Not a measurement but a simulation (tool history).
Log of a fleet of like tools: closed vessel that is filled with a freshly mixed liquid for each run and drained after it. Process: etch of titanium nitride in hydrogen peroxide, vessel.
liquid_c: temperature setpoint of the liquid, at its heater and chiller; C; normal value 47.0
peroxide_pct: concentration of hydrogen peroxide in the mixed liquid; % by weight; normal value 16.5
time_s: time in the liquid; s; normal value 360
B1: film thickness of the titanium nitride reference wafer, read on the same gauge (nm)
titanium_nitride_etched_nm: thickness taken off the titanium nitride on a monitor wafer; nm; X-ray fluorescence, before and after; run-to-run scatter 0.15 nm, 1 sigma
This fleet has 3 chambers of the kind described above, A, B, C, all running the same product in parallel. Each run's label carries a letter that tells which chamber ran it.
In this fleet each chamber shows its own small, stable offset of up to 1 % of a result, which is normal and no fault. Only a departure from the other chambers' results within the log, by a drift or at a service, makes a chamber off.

run 1A hour=5.9 | liquid_c=47.0 peroxide_pct=16.5 time_s=360 | B1=69.981 | titanium_nitride_etched_nm=15.8770
run 2B hour=9.9 | liquid_c=47.0 peroxide_pct=16.5 time_s=360 | B1=69.952 | titanium_nitride_etched_nm=16.2220
run 3C hour=17.1 | liquid_c=47.0 peroxide_pct=16.5 time_s=360 | B1=69.997 | titanium_nitride_etched_nm=16.1980
run 4B hour=23.0 | liquid_c=47.0 peroxide_pct=16.5 time_s=360 | B1=69.945 | titanium_nitride_etched_nm=16.4640
run 5C hour=29.7 | liquid_c=47.0 peroxide_pct=16.5 time_s=360 | B1=70.003 | titanium_nitride_etched_nm=16.2310
run 6A hour=37.7 | liquid_c=47.0 peroxide_pct=20.5 time_s=360 | B1=70.011 | titanium_nitride_etched_nm=16.8660
run 7A hour=42.2 | liquid_c=47.0 peroxide_pct=20.5 time_s=360 | B1=69.990 | titanium_nitride_etched_nm=16.3930
run 8C hour=46.8 | liquid_c=47.0 peroxide_pct=20.5 time_s=360 | B1=69.992 | titanium_nitride_etched_nm=16.9140
run 9B hour=52.3 | liquid_c=55.5 peroxide_pct=16.5 time_s=160 | B1=69.997 | titanium_nitride_etched_nm=13.3470
run 10B hour=58.9 | liquid_c=55.5 peroxide_pct=16.5 time_s=160 | B1=70.008 | titanium_nitride_etched_nm=13.3520
run 11A hour=63.9 | liquid_c=55.5 peroxide_pct=16.5 time_s=160 | B1=70.013 | titanium_nitride_etched_nm=12.7580
-- hour=69.1 chamber A: new drum of peroxide connected
run 12C hour=69.8 | liquid_c=47.0 peroxide_pct=16.5 time_s=360 | B1=69.998 | titanium_nitride_etched_nm=16.0780
run 13C hour=76.9 | liquid_c=47.0 peroxide_pct=16.5 time_s=360 | B1=69.987 | titanium_nitride_etched_nm=16.2990
run 14B hour=83.4 | liquid_c=47.0 peroxide_pct=16.5 time_s=360 | B1=70.024 | titanium_nitride_etched_nm=16.6780
run 15A hour=88.3 | liquid_c=47.0 peroxide_pct=16.5 time_s=360 | B1=70.010 | titanium_nitride_etched_nm=16.1850
run 16B hour=93.4 | liquid_c=47.0 peroxide_pct=16.5 time_s=360 | B1=70.006 | titanium_nitride_etched_nm=16.7990
run 17C hour=99.5 | liquid_c=47.0 peroxide_pct=16.5 time_s=360 | B1=70.014 | titanium_nitride_etched_nm=16.0760
run 18A hour=103.5 | liquid_c=47.0 peroxide_pct=16.5 time_s=360 | B1=70.022 | titanium_nitride_etched_nm=15.9720
run 19C hour=109.5 | liquid_c=47.0 peroxide_pct=16.5 time_s=360 | B1=69.973 | titanium_nitride_etched_nm=16.1600
run 20A hour=113.5 | liquid_c=47.0 peroxide_pct=16.5 time_s=360 | B1=69.944 | titanium_nitride_etched_nm=16.0950
-- hour=115.8 chamber B: new drum of peroxide connected
run 21B hour=117.2 | liquid_c=47.0 peroxide_pct=16.5 time_s=360 | B1=69.987 | titanium_nitride_etched_nm=16.9490
run 22B hour=122.4 | liquid_c=47.0 peroxide_pct=16.5 time_s=360 | B1=70.025 | titanium_nitride_etched_nm=17.0480
run 23C hour=126.3 | liquid_c=47.0 peroxide_pct=16.5 time_s=360 | B1=70.010 | titanium_nitride_etched_nm=16.0290
run 24A hour=129.8 | liquid_c=43.5 peroxide_pct=16.5 time_s=180 | B1=69.987 | titanium_nitride_etched_nm=6.2682
run 25B hour=135.5 | liquid_c=43.5 peroxide_pct=16.5 time_s=180 | B1=70.002 | titanium_nitride_etched_nm=6.7016
run 26A hour=142.2 | liquid_c=43.5 peroxide_pct=16.5 time_s=180 | B1=69.960 | titanium_nitride_etched_nm=6.2400
run 27C hour=147.8 | liquid_c=47.0 peroxide_pct=16.5 time_s=360 | B1=70.028 | titanium_nitride_etched_nm=16.4700

Which is it: a chamber that has drifted or been left off by a service, a gauge drift common to all chambers, or only each chamber's usual small offset? If a chamber is off, name it and its likeliest cause.

It is chamber B that slowly wanders off from its peers.
Most likely cause: liquid hotter than its thermometer reads (K) = 1.

Chamber B could run next with any of the 4 candidate recipes listed below; each alters the usual settings, and their results appear as question marks. Which one brings its results back in line with what the other chambers deliver on the usual settings?
Counts as in line when no further than this from what the other chambers average on the usual settings: titanium_nitride_etched_nm 0.5300 nm
run 28B-1 hour=153.6 | liquid_c=47.0 peroxide_pct=16.5 time_s=310 | titanium_nitride_etched_nm=?
run 28B-2 hour=153.6 | liquid_c=47.0 peroxide_pct=23.0 time_s=360 | titanium_nitride_etched_nm=?
run 28B-3 hour=153.6 | liquid_c=46.5 peroxide_pct=16.5 time_s=345 | titanium_nitride_etched_nm=?
run 28B-4 hour=153.6 | liquid_c=49.0 peroxide_pct=16.5 time_s=360 | titanium_nitride_etched_nm=?

On the usual settings, the other chambers give on average: titanium_nitride_etched_nm 16.0800 nm
run=28B-1 titanium_nitride_etched_nm=15.0140
run=28B-2 titanium_nitride_etched_nm=18.7020
run=28B-3 titanium_nitride_etched_nm=16.1200
run=28B-4 titanium_nitride_etched_nm=20.1200
With 28B-3, the chamber falls back in line with the rest.
